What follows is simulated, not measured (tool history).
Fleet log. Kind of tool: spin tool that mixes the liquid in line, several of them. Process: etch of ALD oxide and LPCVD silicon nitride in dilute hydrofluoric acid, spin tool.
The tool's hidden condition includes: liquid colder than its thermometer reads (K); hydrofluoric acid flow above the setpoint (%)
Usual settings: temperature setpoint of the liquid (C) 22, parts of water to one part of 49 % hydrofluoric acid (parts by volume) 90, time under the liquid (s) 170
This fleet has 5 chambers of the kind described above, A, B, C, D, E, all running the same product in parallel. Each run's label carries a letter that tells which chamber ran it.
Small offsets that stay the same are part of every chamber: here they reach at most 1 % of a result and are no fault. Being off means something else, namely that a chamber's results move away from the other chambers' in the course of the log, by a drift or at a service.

run	day	temperature setpoint of the liquid (C)	parts of water to one part of 49 % hydrofluoric acid (parts by volume)	time under the liquid (s)	hours since the thermometer was replaced	hours since the hydrofluoric acid flow meter was replaced	read-back film thickness of the ALD oxide reference wafer, read on the same gauge (nm)	read-back film thickness of the LPCVD silicon nitride reference wafer, read on the same gauge (nm)	thickness taken off the ALD oxide on a monitor wafer (nm)	thickness taken off the LPCVD silicon nitride on a monitor wafer (nm)
1B	0.467	22	90	170	935.8	420.2	29.987	139.98	21.058	0.81963
2D	0.762	22	90	170	576.2	329.3	29.998	139.99	20.894	0.84617
3E	1.162	22	90	170	460.7	447.9	29.995	140.01	20.967	0.75611
4C	1.762	22	90	170	1003.6	379.4	30.012	139.97	21.107	0.73328
5A	2.375	22	90	115	515.1	1799	29.982	139.98	14.26	0.52839
6E	2.771	22	90	115	499.3	486.5	29.989	140.01	14.38	0.55648
7D	3.238	22	90	115	635.6	388.7	29.988	139.99	13.905	0.49487
8C	3.696	22	90	115	1050	425.8	30.013	140	13.99	0.56251
9B	4.071	22	90	115	1022.3	506.7	29.989	140.01	14.075	0.51935
10A	4.467	22	120	170	565.3	1849.2	30.023	139.97	15.348	0.62467
11B	5.096	22	120	170	1046.9	531.3	30.008	139.99	15.258	0.60037
12C	5.408	22	120	170	1091.1	466.9	29.982	139.98	15.288	0.58709
13E	5.829	22	120	170	572.7	559.9	30.015	140.02	15.123	0.60179
14A	6.242	22	120	170	607.9	1891.8	30.018	139.95	15.452	0.63434
15D	6.725	22	90	170	719.3	472.4	30.005	139.99	20.389	0.73442
16C	7.321	22	90	170	1137	512.8	30.03	139.98	20.833	0.81673
17A	7.646	22	90	170	641.6	1925.5	29.987	140	21.481	0.80147
# day 7.821: chamber A: hydrofluoric acid flow meter replaced
18D	8.092	22	90	170	752.1	505.2	29.965	140.05	20.162	0.73373
19E	8.558	22	90	170	638.2	625.4	29.98	139.97	20.814	0.82175
# day 8.921: chamber E: hydrofluoric acid flow meter replaced
20B	9.208	22	90	170	1145.6	630	30.001	140.01	21.023	0.82075
21B	9.538	22	90	170	1153.5	637.9	30.021	139.99	21.022	0.77959
22A	10.2	22	90	170	702.9	57.1	29.957	140	21.188	0.86555
23C	10.779	22	50	100	1220	595.8	29.986	139.99	23.003	0.83505
24E	11.229	22	50	100	702.3	55.4	30.021	140.02	23.128	0.78165
25D	11.675	22	50	100	838.1	591.2	30.007	139.98	22.206	0.73212
26A	11.975	22	50	100	745.5	99.7	29.997	140.01	23.322	0.84741
27E	12.512	22	50	100	733.1	86.2	29.997	140	23.435	0.78369
28B	12.871	22	90	170	1233.5	717.9	30.001	140.01	20.739	0.80461
# day 12.883: chamber D: hydrofluoric acid flow meter replaced
29C	13.433	22	90	170	1283.7	659.5	29.964	140.03	20.884	0.81662
30D	13.862	22	90	170	890.6	23.5	29.992	140.01	19.394	0.70102
31B	14.279	22	90	170	1267.3	751.7	30.004	140.02	21.349	0.80609

Read the log: is a single chamber off, either drifting away or since a service, is the gauge that measures every chamber drifting, or is nothing wrong beyond small per-chamber offsets? Name any odd chamber and what most likely caused it.

Chamber D drifts away from the others.
Likeliest cause: liquid colder than its thermometer reads (K) = 2.17.

Here are 4 candidates for chamber D's next run, each the usual settings with a change, their results left as question marks. Which one brings its results back in line with what the others give on the usual settings?
In line means no further than this from the other chambers' mean on the usual settings: thickness taken off the ALD oxide on a monitor wafer (nm) 0.5; thickness taken off the LPCVD silicon nitride on a monitor wafer (nm) 0.11
32D-1	14.762	24	95	180					?	?
32D-2	14.762	21	90	170					?	?
32D-3	14.762	23	90	170					?	?
32D-4	14.762	20	85	160					?	?

Mean of the other chambers on the usual settings: thickness taken off the ALD oxide on a monitor wafer (nm) 20.989; thickness taken off the LPCVD silicon nitride on a monitor wafer (nm) 0.79417
run	thickness taken off the ALD oxide on a monitor wafer (nm)	thickness taken off the LPCVD silicon nitride on a monitor wafer (nm)
32D-1	20.813	0.78917
32D-2	18.432	0.63959
32D-3	20.04	0.73442
32D-4	17.721	0.59409
32D-1 puts the chamber back in line with the other chambers.
